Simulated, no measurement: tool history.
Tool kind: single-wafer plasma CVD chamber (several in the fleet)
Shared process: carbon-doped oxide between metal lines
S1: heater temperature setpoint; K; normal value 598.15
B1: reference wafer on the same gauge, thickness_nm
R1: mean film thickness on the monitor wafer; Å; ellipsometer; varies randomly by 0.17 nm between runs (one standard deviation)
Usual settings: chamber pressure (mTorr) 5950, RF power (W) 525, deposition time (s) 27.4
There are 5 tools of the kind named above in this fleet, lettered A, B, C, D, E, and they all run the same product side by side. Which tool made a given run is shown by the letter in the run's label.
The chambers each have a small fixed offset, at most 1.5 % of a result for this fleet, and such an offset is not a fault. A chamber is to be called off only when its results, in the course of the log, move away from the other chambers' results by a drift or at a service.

run 1D hour=5.6 | S1=598.15 chamber_pressure_(mTorr)=5950 RF_power_(W)=525 deposition_time_(s)=27.4 | B1=154.00 | R1=1615.4
run 2C hour=9.6 | S1=598.15 chamber_pressure_(mTorr)=5950 RF_power_(W)=525 deposition_time_(s)=27.4 | B1=154.03 | R1=1615.1
run 3E hour=14.4 | S1=598.15 chamber_pressure_(mTorr)=5950 RF_power_(W)=525 deposition_time_(s)=27.4 | B1=154.07 | R1=1609.0
run 4A hour=19.3 | S1=598.15 chamber_pressure_(mTorr)=5950 RF_power_(W)=525 deposition_time_(s)=27.4 | B1=154.06 | R1=1618.5
run 5B hour=24.5 | S1=598.15 chamber_pressure_(mTorr)=5950 RF_power_(W)=525 deposition_time_(s)=27.4 | B1=154.13 | R1=1594.1
run 6E hour=28.6 | S1=598.15 chamber_pressure_(mTorr)=5950 RF_power_(W)=525 deposition_time_(s)=31.1 | B1=154.15 | R1=1825.8
run 7C hour=32.6 | S1=598.15 chamber_pressure_(mTorr)=5950 RF_power_(W)=525 deposition_time_(s)=31.1 | B1=154.15 | R1=1832.2
run 8B hour=38.2 | S1=598.15 chamber_pressure_(mTorr)=5950 RF_power_(W)=525 deposition_time_(s)=31.1 | B1=154.21 | R1=1806.3
run 9D hour=40.9 | S1=598.15 chamber_pressure_(mTorr)=5950 RF_power_(W)=525 deposition_time_(s)=31.1 | B1=154.19 | R1=1835.3
run 10A hour=45.9 | S1=598.15 chamber_pressure_(mTorr)=5950 RF_power_(W)=525 deposition_time_(s)=31.1 | B1=154.24 | R1=1836.1
run 11B hour=51.7 | S1=598.15 chamber_pressure_(mTorr)=5950 RF_power_(W)=525 deposition_time_(s)=27.4 | B1=154.24 | R1=1598.0
run 12A hour=55.4 | S1=606.15 chamber_pressure_(mTorr)=5950 RF_power_(W)=525 deposition_time_(s)=29.0 | B1=154.26 | R1=1668.5
run 13C hour=58.5 | S1=606.15 chamber_pressure_(mTorr)=5950 RF_power_(W)=525 deposition_time_(s)=29.0 | B1=154.27 | R1=1660.3
run 14E hour=61.0 | S1=606.15 chamber_pressure_(mTorr)=5950 RF_power_(W)=525 deposition_time_(s)=29.0 | B1=154.27 | R1=1656.2
run 15D hour=66.3 | S1=606.15 chamber_pressure_(mTorr)=5950 RF_power_(W)=525 deposition_time_(s)=29.0 | B1=154.32 | R1=1663.9
run 16D hour=69.8 | S1=606.15 chamber_pressure_(mTorr)=5950 RF_power_(W)=525 deposition_time_(s)=29.0 | B1=154.31 | R1=1665.2
-- hour=74.2 chamber C: RF generator calibrated
run 17C hour=75.5 | S1=598.15 chamber_pressure_(mTorr)=5950 RF_power_(W)=525 deposition_time_(s)=27.4 | B1=154.36 | R1=1615.3
run 18B hour=80.9 | S1=598.15 chamber_pressure_(mTorr)=5950 RF_power_(W)=525 deposition_time_(s)=27.4 | B1=154.37 | R1=1600.6
run 19E hour=85.5 | S1=598.15 chamber_pressure_(mTorr)=5950 RF_power_(W)=525 deposition_time_(s)=27.4 | B1=154.37 | R1=1616.6
run 20A hour=89.8 | S1=598.15 chamber_pressure_(mTorr)=5950 RF_power_(W)=525 deposition_time_(s)=27.4 | B1=154.41 | R1=1618.1
run 21B hour=95.5 | S1=598.15 chamber_pressure_(mTorr)=5950 RF_power_(W)=525 deposition_time_(s)=27.4 | B1=154.40 | R1=1599.7
run 22A hour=100.5 | S1=598.15 chamber_pressure_(mTorr)=5950 RF_power_(W)=525 deposition_time_(s)=27.4 | B1=154.47 | R1=1623.5
run 23C hour=103.8 | S1=598.15 chamber_pressure_(mTorr)=5950 RF_power_(W)=525 deposition_time_(s)=27.4 | B1=154.53 | R1=1615.7
run 24E hour=108.3 | S1=598.15 chamber_pressure_(mTorr)=5950 RF_power_(W)=525 deposition_time_(s)=27.4 | B1=154.51 | R1=1614.5
run 25D hour=111.5 | S1=598.15 chamber_pressure_(mTorr)=5950 RF_power_(W)=525 deposition_time_(s)=27.4 | B1=154.54 | R1=1621.1
run 26B hour=115.1 | S1=598.15 chamber_pressure_(mTorr)=5950 RF_power_(W)=525 deposition_time_(s)=27.4 | B1=154.58 | R1=1599.3
run 27A hour=120.2 | S1=598.15 chamber_pressure_(mTorr)=5950 RF_power_(W)=525 deposition_time_(s)=27.4 | B1=154.58 | R1=1621.8
run 28D hour=123.9 | S1=598.15 chamber_pressure_(mTorr)=5950 RF_power_(W)=465 deposition_time_(s)=27.4 | B1=154.60 | R1=1502.8
run 29E hour=126.9 | S1=598.15 chamber_pressure_(mTorr)=5950 RF_power_(W)=465 deposition_time_(s)=27.4 | B1=154.56 | R1=1498.8
run 30C hour=129.9 | S1=598.15 chamber_pressure_(mTorr)=5950 RF_power_(W)=465 deposition_time_(s)=27.4 | B1=154.60 | R1=1495.5
run 31E hour=135.0 | S1=598.15 chamber_pressure_(mTorr)=5950 RF_power_(W)=465 deposition_time_(s)=27.4 | B1=154.63 | R1=1497.7
run 32C hour=139.7 | S1=598.15 chamber_pressure_(mTorr)=5950 RF_power_(W)=465 deposition_time_(s)=27.4 | B1=154.61 | R1=1499.9

Next, all 5 chambers run the settings below, one line each with question marks for the results. What does each chamber give?
run 33A hour=143.9 | S1=598.15 chamber_pressure_(mTorr)=5950 RF_power_(W)=525 deposition_time_(s)=22.3 | R1=?
run 33B hour=143.9 | S1=598.15 chamber_pressure_(mTorr)=5950 RF_power_(W)=525 deposition_time_(s)=22.3 | R1=?
run 33C hour=143.9 | S1=598.15 chamber_pressure_(mTorr)=5950 RF_power_(W)=525 deposition_time_(s)=22.3 | R1=?
run 33D hour=143.9 | S1=598.15 chamber_pressure_(mTorr)=5950 RF_power_(W)=525 deposition_time_(s)=22.3 | R1=?
run 33E hour=143.9 | S1=598.15 chamber_pressure_(mTorr)=5950 RF_power_(W)=525 deposition_time_(s)=22.3 | R1=?

run=33A R1=1325.1
run=33B R1=1308.6
run=33C R1=1318.4
run=33D R1=1324.9
run=33E R1=1318.2
